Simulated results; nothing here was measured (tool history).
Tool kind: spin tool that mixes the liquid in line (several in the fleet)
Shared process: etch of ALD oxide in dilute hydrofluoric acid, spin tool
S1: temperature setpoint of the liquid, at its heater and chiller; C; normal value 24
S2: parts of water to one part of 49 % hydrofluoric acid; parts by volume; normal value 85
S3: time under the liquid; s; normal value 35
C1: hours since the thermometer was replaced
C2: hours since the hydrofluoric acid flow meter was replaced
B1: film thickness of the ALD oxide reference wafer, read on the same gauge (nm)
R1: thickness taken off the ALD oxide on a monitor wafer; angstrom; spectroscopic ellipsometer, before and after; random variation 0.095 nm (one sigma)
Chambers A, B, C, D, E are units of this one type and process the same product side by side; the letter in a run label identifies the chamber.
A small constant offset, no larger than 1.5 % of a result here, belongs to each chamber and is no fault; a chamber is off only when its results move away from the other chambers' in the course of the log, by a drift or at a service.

run,hour,S1,S2,S3,C1,C2,B1,R1
1E,11,24,85,35,2673.3,1093.4,40.017,94.798
2B,19.5,24,85,35,1186.9,303.8,40,94.113
3A,28.2,24,85,35,387.4,182.7,40.021,95.22
4D,39.5,24,85,35,46.3,386.8,40.017,95.815
5C,48.6,24,85,35,1206.8,407.3,39.987,95.415
6A,58.6,24,85,35,417.8,213.1,39.994,95.887
# hour 67.2: chamber E: thermometer replaced
7D,69.7,24,85,35,76.5,417,39.994,94.375
8E,78.6,24,85,35,11.4,1161,40.011,97.33
9B,85.9,24,85,35,1253.3,370.2,40.011,95.863
10C,95.9,24,85,35,1254.1,454.6,40.002,96.052
11B,106.8,24,85,35,1274.2,391.1,40.01,95.812
12A,113.5,24,85,35,472.7,268,40.009,94.415
13E,124.3,24,85,35,57.1,1206.7,39.998,96.942
14D,131.2,24,45,20,138,478.5,39.995,106.32
15C,136.6,24,45,20,1294.8,495.3,39.993,111.79
16D,144.3,24,45,20,151.1,491.6,40.009,108.33
17A,152.1,24,45,20,511.3,306.6,40.009,108.01
18E,162.6,24,45,20,95.4,1245,39.979,106.93
19C,172.7,24,85,35,1330.9,531.4,40.018,97.189
20B,180.5,24,85,35,1347.9,464.8,40.028,96.643
21C,185.4,24,85,35,1343.6,544.1,40.019,95.577
22D,193,24,85,35,199.8,540.3,40.001,93.207
23B,203.5,24,85,35,1370.9,487.8,40.008,95.847
24E,213.9,24,85,35,146.7,1296.3,39.992,93.944
25A,219.9,24,85,35,579.1,374.4,39.991,96.108
26B,226.4,24,85,35,1393.8,510.7,40.003,95.616
27A,231.4,24,85,35,590.6,385.9,40.01,95.124
28C,241.9,24,85,35,1400.1,600.6,40.016,98.364
29D,252.5,24,85,35,259.3,599.8,39.993,94.023
30E,259.3,24,85,35,192.1,1341.7,40.011,95.235
31A,266.4,24,85,35,625.6,420.9,39.992,94.423
32E,272,24,85,35,204.8,1354.4,39.983,94.549
# hour 279.6: chamber C: thermometer replaced
33B,282.4,24,85,35,1449.8,566.7,40.016,95.432
34D,293.1,24,85,35,299.9,640.4,39.977,93.532
35C,302.1,24,85,35,22.6,660.8,40.019,95.22
# hour 309.3: chamber A: hydrofluoric acid flow meter replaced
36E,309.4,24,85,35,242.2,1391.8,39.997,95.687
37D,315,19.5,65,35,321.8,662.3,40.001,105.67
38A,322.8,19.5,65,35,682,13.5,40.013,106.74
39B,330.4,19.5,65,35,1497.8,614.7,39.995,106.78
40C,338.7,19.5,65,35,59.2,697.4,39.989,108.31
41B,343.9,19.5,65,35,1511.3,628.2,40,104.56
42C,351.2,24,85,35,71.7,709.9,39.992,95.689
43D,358.2,24,85,30,365,705.5,39.981,80.555
44E,366.9,24,85,30,299.7,1449.3,40.025,80.809

All chambers now run identical settings, listed one chamber a line with results as question marks. What results will each chamber show?
45A,375,22.5,85,35,,,,?
45B,375,22.5,85,35,,,,?
45C,375,22.5,85,35,,,,?
45D,375,22.5,85,35,,,,?
45E,375,22.5,85,35,,,,?

run,R1
45A,90.795
45B,89.217
45C,90.754
45D,87.789
45E,91.061
